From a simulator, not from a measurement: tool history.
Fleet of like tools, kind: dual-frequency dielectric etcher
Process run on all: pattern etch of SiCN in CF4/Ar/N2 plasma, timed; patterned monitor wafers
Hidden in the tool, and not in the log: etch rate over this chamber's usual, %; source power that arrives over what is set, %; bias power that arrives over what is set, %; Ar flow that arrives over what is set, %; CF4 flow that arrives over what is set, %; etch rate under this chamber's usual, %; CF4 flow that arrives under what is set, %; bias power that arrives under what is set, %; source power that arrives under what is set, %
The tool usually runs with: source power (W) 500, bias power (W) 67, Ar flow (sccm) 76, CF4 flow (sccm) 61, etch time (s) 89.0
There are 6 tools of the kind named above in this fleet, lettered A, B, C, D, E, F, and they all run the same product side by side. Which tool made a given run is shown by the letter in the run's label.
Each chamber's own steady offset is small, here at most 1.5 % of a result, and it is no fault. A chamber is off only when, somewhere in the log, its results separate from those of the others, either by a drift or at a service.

| run | hour | source power (W) | bias power (W) | Ar flow (sccm) | CF4 flow (sccm) | etch time (s) | hours since the last wet clean | hours since the last source power generator calibration | hours since the last bias power generator calibration | hours since the last Ar flow controller change | hours since the last CF4 flow controller change | read-back reference wafer on the same gauge, depth_nm | mean etch depth across the wafer (angstrom) |
|---|---|---|---|---|---|---|---|---|---|---|---|---|---|
| 1E | 9.5 | 500 | 67 | 76 | 61 | 89.0 | 133.8 | 1761.3 | 3236.4 | 3770.3 | 2965.2 | 79.884 | 828.50 |
| 2D | 18.7 | 500 | 67 | 76 | 61 | 89.0 | 614.9 | 1605.5 | 1682.8 | 207.1 | 612.5 | 79.946 | 838.94 |
| 3A | 24.3 | 500 | 67 | 76 | 61 | 89.0 | 354.6 | 285.6 | 2468.4 | 157.1 | 3527.0 | 79.967 | 824.12 |
| 4F | 28.9 | 500 | 67 | 76 | 61 | 89.0 | 176.2 | 1182.6 | 3913.4 | 1892.9 | 807.8 | 79.915 | 830.75 |
| 5C | 37.8 | 500 | 67 | 76 | 61 | 89.0 | 213.8 | 2185.3 | 3199.4 | 2689.0 | 1048.6 | 79.844 | 833.17 |
| 6B | 44.7 | 500 | 67 | 76 | 61 | 89.0 | 92.1 | 108.2 | 2027.9 | 2144.2 | 1043.0 | 79.948 | 832.59 |
| 7E | 48.8 | 500 | 67 | 76 | 61 | 89.0 | 173.1 | 1800.6 | 3275.7 | 3809.6 | 3004.5 | 79.736 | 818.78 |
| 8F | 53.7 | 500 | 67 | 76 | 61 | 89.0 | 201.0 | 1207.4 | 3938.2 | 1917.7 | 832.6 | 79.972 | 840.23 |
| 9A | 60.1 | 500 | 67 | 76 | 61 | 89.0 | 390.4 | 321.4 | 2504.2 | 192.9 | 3562.8 | 79.780 | 833.92 |
| 10C | 69.7 | 500 | 67 | 76 | 61 | 89.0 | 245.7 | 2217.2 | 3231.3 | 2720.9 | 1080.5 | 79.939 | 825.91 |
| 11B | 78.5 | 500 | 67 | 76 | 61 | 89.0 | 125.9 | 142.0 | 2061.7 | 2178.0 | 1076.8 | 79.916 | 825.93 |
|  | 80.8 | chamber D: wet clean of the chamber |
| 12D | 82.9 | 500 | 67 | 76 | 61 | 89.0 | 2.2 | 1669.7 | 1747.0 | 271.3 | 676.7 | 80.018 | 838.42 |
| 13D | 89.4 | 610 | 61 | 76 | 61 | 89.0 | 8.7 | 1676.2 | 1753.5 | 277.8 | 683.2 | 79.975 | 974.75 |
| 14F | 96.3 | 610 | 61 | 76 | 61 | 89.0 | 243.6 | 1250.0 | 3980.8 | 1960.3 | 875.2 | 79.893 | 965.99 |
| 15E | 105.4 | 610 | 61 | 76 | 61 | 89.0 | 229.7 | 1857.2 | 3332.3 | 3866.2 | 3061.1 | 79.912 | 949.42 |
| 16C | 113.9 | 610 | 61 | 76 | 61 | 89.0 | 289.9 | 2261.4 | 3275.5 | 2765.1 | 1124.7 | 79.863 | 960.64 |
| 17A | 119.7 | 610 | 61 | 76 | 61 | 89.0 | 450.0 | 381.0 | 2563.8 | 252.5 | 3622.4 | 79.812 | 951.32 |
| 18B | 124.4 | 610 | 61 | 76 | 61 | 89.0 | 171.8 | 187.9 | 2107.6 | 2223.9 | 1122.7 | 79.941 | 958.37 |
| 19A | 130.1 | 500 | 67 | 76 | 61 | 89.0 | 460.4 | 391.4 | 2574.2 | 262.9 | 3632.8 | 79.867 | 824.11 |
| 20C | 135.9 | 500 | 67 | 76 | 61 | 89.0 | 311.9 | 2283.4 | 3297.5 | 2787.1 | 1146.7 | 79.867 | 822.38 |
| 21E | 143.0 | 500 | 67 | 76 | 61 | 89.0 | 267.3 | 1894.8 | 3369.9 | 3903.8 | 3098.7 | 79.934 | 820.69 |
| 22D | 149.4 | 500 | 67 | 76 | 61 | 89.0 | 68.7 | 1736.2 | 1813.5 | 337.8 | 743.2 | 79.904 | 836.15 |
| 23B | 158.5 | 500 | 67 | 76 | 61 | 89.0 | 205.9 | 222.0 | 2141.7 | 2258.0 | 1156.8 | 79.870 | 826.15 |
| 24F | 163.8 | 500 | 67 | 76 | 61 | 89.0 | 311.1 | 1317.5 | 4048.3 | 2027.8 | 942.7 | 80.042 | 842.26 |
| 25F | 171.8 | 500 | 67 | 76 | 61 | 89.0 | 319.1 | 1325.5 | 4056.3 | 2035.8 | 950.7 | 79.864 | 830.87 |
| 26E | 181.3 | 500 | 67 | 76 | 61 | 89.0 | 305.6 | 1933.1 | 3408.2 | 3942.1 | 3137.0 | 79.856 | 825.50 |
| 27A | 186.3 | 500 | 67 | 76 | 72 | 107.5 | 516.6 | 447.6 | 2630.4 | 319.1 | 3689.0 | 79.845 | 1028.10 |
| 28D | 195.3 | 500 | 67 | 76 | 72 | 107.5 | 114.6 | 1782.1 | 1859.4 | 383.7 | 789.1 | 79.890 | 1032.30 |
|  | 197.0 | chamber A: wet clean of the chamber |
| 29C | 202.0 | 500 | 67 | 76 | 72 | 107.5 | 378.0 | 2349.5 | 3363.6 | 2853.2 | 1212.8 | 79.851 | 1027.40 |
| 30B | 210.9 | 500 | 67 | 76 | 72 | 107.5 | 258.3 | 274.4 | 2194.1 | 2310.4 | 1209.2 | 79.908 | 1028.30 |
| 31D | 215.5 | 500 | 67 | 76 | 72 | 107.5 | 134.8 | 1802.3 | 1879.6 | 403.9 | 809.3 | 79.920 | 1032.80 |
|  | 223.3 | chamber E: CF4 flow controller replaced |
| 32A | 223.8 | 500 | 67 | 76 | 72 | 107.5 | 26.8 | 485.1 | 2667.9 | 356.6 | 3726.5 | 80.061 | 1028.30 |
|  | 226.0 | chamber E: wet clean of the chamber |
| 33C | 231.5 | 610 | 67 | 87 | 61 | 89.0 | 407.5 | 2379.0 | 3393.1 | 2882.7 | 1242.3 | 79.793 | 961.98 |
| 34E | 237.1 | 610 | 67 | 87 | 61 | 89.0 | 11.2 | 1988.9 | 3464.0 | 3997.9 | 13.9 | 79.769 | 961.63 |
|  | 239.7 | chamber F: wet clean of the chamber |
| 35B | 242.0 | 610 | 67 | 87 | 61 | 89.0 | 289.4 | 305.5 | 2225.2 | 2341.5 | 1240.3 | 79.906 | 965.16 |
| 36F | 246.5 | 610 | 67 | 87 | 61 | 89.0 | 6.8 | 1400.2 | 4131.0 | 2110.5 | 1025.4 | 79.896 | 972.84 |
| 37C | 256.1 | 610 | 67 | 87 | 61 | 89.0 | 432.1 | 2403.6 | 3417.7 | 2907.3 | 1266.9 | 80.002 | 958.85 |
| 38E | 261.3 | 610 | 67 | 87 | 61 | 89.0 | 35.4 | 2013.1 | 3488.2 | 4022.1 | 38.1 | 79.847 | 964.37 |
| 39B | 269.1 | 500 | 67 | 76 | 61 | 89.0 | 316.5 | 332.6 | 2252.3 | 2368.6 | 1267.4 | 79.837 | 829.16 |
| 40F | 274.2 | 500 | 67 | 76 | 61 | 89.0 | 34.5 | 1427.9 | 4158.7 | 2138.2 | 1053.1 | 79.807 | 838.97 |
| 41A | 282.2 | 500 | 67 | 76 | 61 | 89.0 | 85.2 | 543.5 | 2726.3 | 415.0 | 3784.9 | 79.877 | 831.36 |
|  | 285.7 | chamber B: wet clean of the chamber |
| 42D | 290.2 | 500 | 67 | 76 | 61 | 89.0 | 209.5 | 1877.0 | 1954.3 | 478.6 | 884.0 | 79.837 | 832.38 |
| 43B | 298.7 | 500 | 67 | 76 | 61 | 89.0 | 13.0 | 362.2 | 2281.9 | 2398.2 | 1297.0 | 79.859 | 832.99 |

What goes on in this fleet: one chamber off, a drifting gauge, or nothing beyond the chambers' own small offsets? Name the chamber and the cause, if any.

No chamber is off and the gauge is stable; the differences are just each chamber's small, constant offset.
